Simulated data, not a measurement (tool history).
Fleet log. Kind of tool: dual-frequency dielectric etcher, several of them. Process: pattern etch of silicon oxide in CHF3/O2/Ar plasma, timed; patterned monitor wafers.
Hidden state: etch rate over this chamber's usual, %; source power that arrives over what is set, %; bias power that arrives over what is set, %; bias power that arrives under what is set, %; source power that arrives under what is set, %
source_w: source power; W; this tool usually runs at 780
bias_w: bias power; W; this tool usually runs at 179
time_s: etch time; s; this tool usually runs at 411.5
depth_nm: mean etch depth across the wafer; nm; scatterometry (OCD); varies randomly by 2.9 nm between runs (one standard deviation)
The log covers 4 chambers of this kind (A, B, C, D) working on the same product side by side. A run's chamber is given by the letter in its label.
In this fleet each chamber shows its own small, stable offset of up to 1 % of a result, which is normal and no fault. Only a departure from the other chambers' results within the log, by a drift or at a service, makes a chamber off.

| run | hour | source_w | bias_w | time_s | hours since the last wet clean | hours since the last source power generator calibration | hours since the last bias power generator calibration | read-back reference wafer on the same gauge, depth_nm | depth_nm |
|---|---|---|---|---|---|---|---|---|---|
| 1A | 12.6 | 780 | 179 | 411.5 | 196.2 | 276.4 | 2502.8 | 898.79 | 908.95 |
|  | 13.6 | chamber B: wet clean of the chamber |
| 2C | 22.6 | 780 | 179 | 411.5 | 102.6 | 3893.5 | 510.6 | 898.81 | 902.28 |
| 3B | 28.4 | 780 | 179 | 411.5 | 14.9 | 1693 | 3319.1 | 898.69 | 887.67 |
| 4D | 39 | 780 | 179 | 411.5 | 358.8 | 733.2 | 941.5 | 899 | 897.18 |
| 5B | 49.9 | 780 | 179 | 411.5 | 36.4 | 1714.5 | 3340.6 | 898.75 | 886.74 |
| 6D | 60 | 780 | 214 | 411.5 | 379.8 | 754.2 | 962.5 | 899.8 | 951.37 |
| 7A | 67.7 | 780 | 214 | 411.5 | 251.3 | 331.5 | 2557.9 | 898.6 | 959.55 |
| 8C | 75.5 | 780 | 214 | 411.5 | 155.5 | 3946.4 | 563.5 | 899.05 | 950.55 |
| 9C | 86.9 | 780 | 214 | 411.5 | 166.9 | 3957.8 | 574.9 | 899.22 | 949.89 |
| 10B | 94.9 | 690 | 179 | 355 | 81.4 | 1759.5 | 3385.6 | 899.38 | 726.48 |
| 11A | 103.6 | 690 | 179 | 355 | 287.2 | 367.4 | 2593.8 | 899.02 | 745.66 |
|  | 110.4 | chamber D: wet clean of the chamber |
| 12D | 115.2 | 690 | 179 | 355 | 4.8 | 809.4 | 1017.7 | 898.59 | 762.72 |
| 13D | 120.7 | 690 | 179 | 355 | 10.3 | 814.9 | 1023.2 | 899.12 | 754.31 |
| 14A | 132 | 780 | 179 | 411.5 | 315.6 | 395.8 | 2622.2 | 899.74 | 902 |
| 15B | 140.8 | 610 | 179 | 492.5 | 127.3 | 1805.4 | 3431.5 | 899.05 | 968.99 |
| 16C | 148.4 | 610 | 179 | 492.5 | 228.4 | 4019.3 | 636.4 | 898.04 | 976.49 |
| 17D | 156.6 | 610 | 179 | 492.5 | 46.2 | 850.8 | 1059.1 | 899.57 | 1005.5 |
| 18A | 164.3 | 610 | 179 | 492.5 | 347.9 | 428.1 | 2654.5 | 899.55 | 986.77 |
| 19B | 176.7 | 780 | 179 | 411.5 | 163.2 | 1841.3 | 3467.4 | 898.94 | 894.12 |
|  | 181.8 | chamber A: wet clean of the chamber |
| 20C | 184.3 | 780 | 179 | 411.5 | 264.3 | 4055.2 | 672.3 | 897.77 | 898.19 |
| 21C | 196 | 780 | 179 | 411.5 | 276 | 4066.9 | 684 | 898.93 | 900.83 |
| 22A | 203.7 | 780 | 179 | 411.5 | 21.9 | 467.5 | 2693.9 | 899.35 | 906.29 |
| 23D | 212.2 | 780 | 179 | 411.5 | 101.8 | 906.4 | 1114.7 | 898.61 | 922.37 |
| 24B | 222.6 | 780 | 179 | 411.5 | 209.1 | 1887.2 | 3513.3 | 898.17 | 883.89 |
| 25D | 228.9 | 780 | 179 | 411.5 | 118.5 | 923.1 | 1131.4 | 898.25 | 922.9 |

All 4 chambers run these settings next. Forecast each chamber's results:
| 26A | 238.1 | 780 | 179 | 411.5 |  |  |  |  | ? |
| 26B | 238.1 | 780 | 179 | 411.5 |  |  |  |  | ? |
| 26C | 238.1 | 780 | 179 | 411.5 |  |  |  |  | ? |
| 26D | 238.1 | 780 | 179 | 411.5 |  |  |  |  | ? |

| run | depth_nm |
|---|---|
| 26A | 899.94 |
| 26B | 888.78 |
| 26C | 898.46 |
| 26D | 922.36 |

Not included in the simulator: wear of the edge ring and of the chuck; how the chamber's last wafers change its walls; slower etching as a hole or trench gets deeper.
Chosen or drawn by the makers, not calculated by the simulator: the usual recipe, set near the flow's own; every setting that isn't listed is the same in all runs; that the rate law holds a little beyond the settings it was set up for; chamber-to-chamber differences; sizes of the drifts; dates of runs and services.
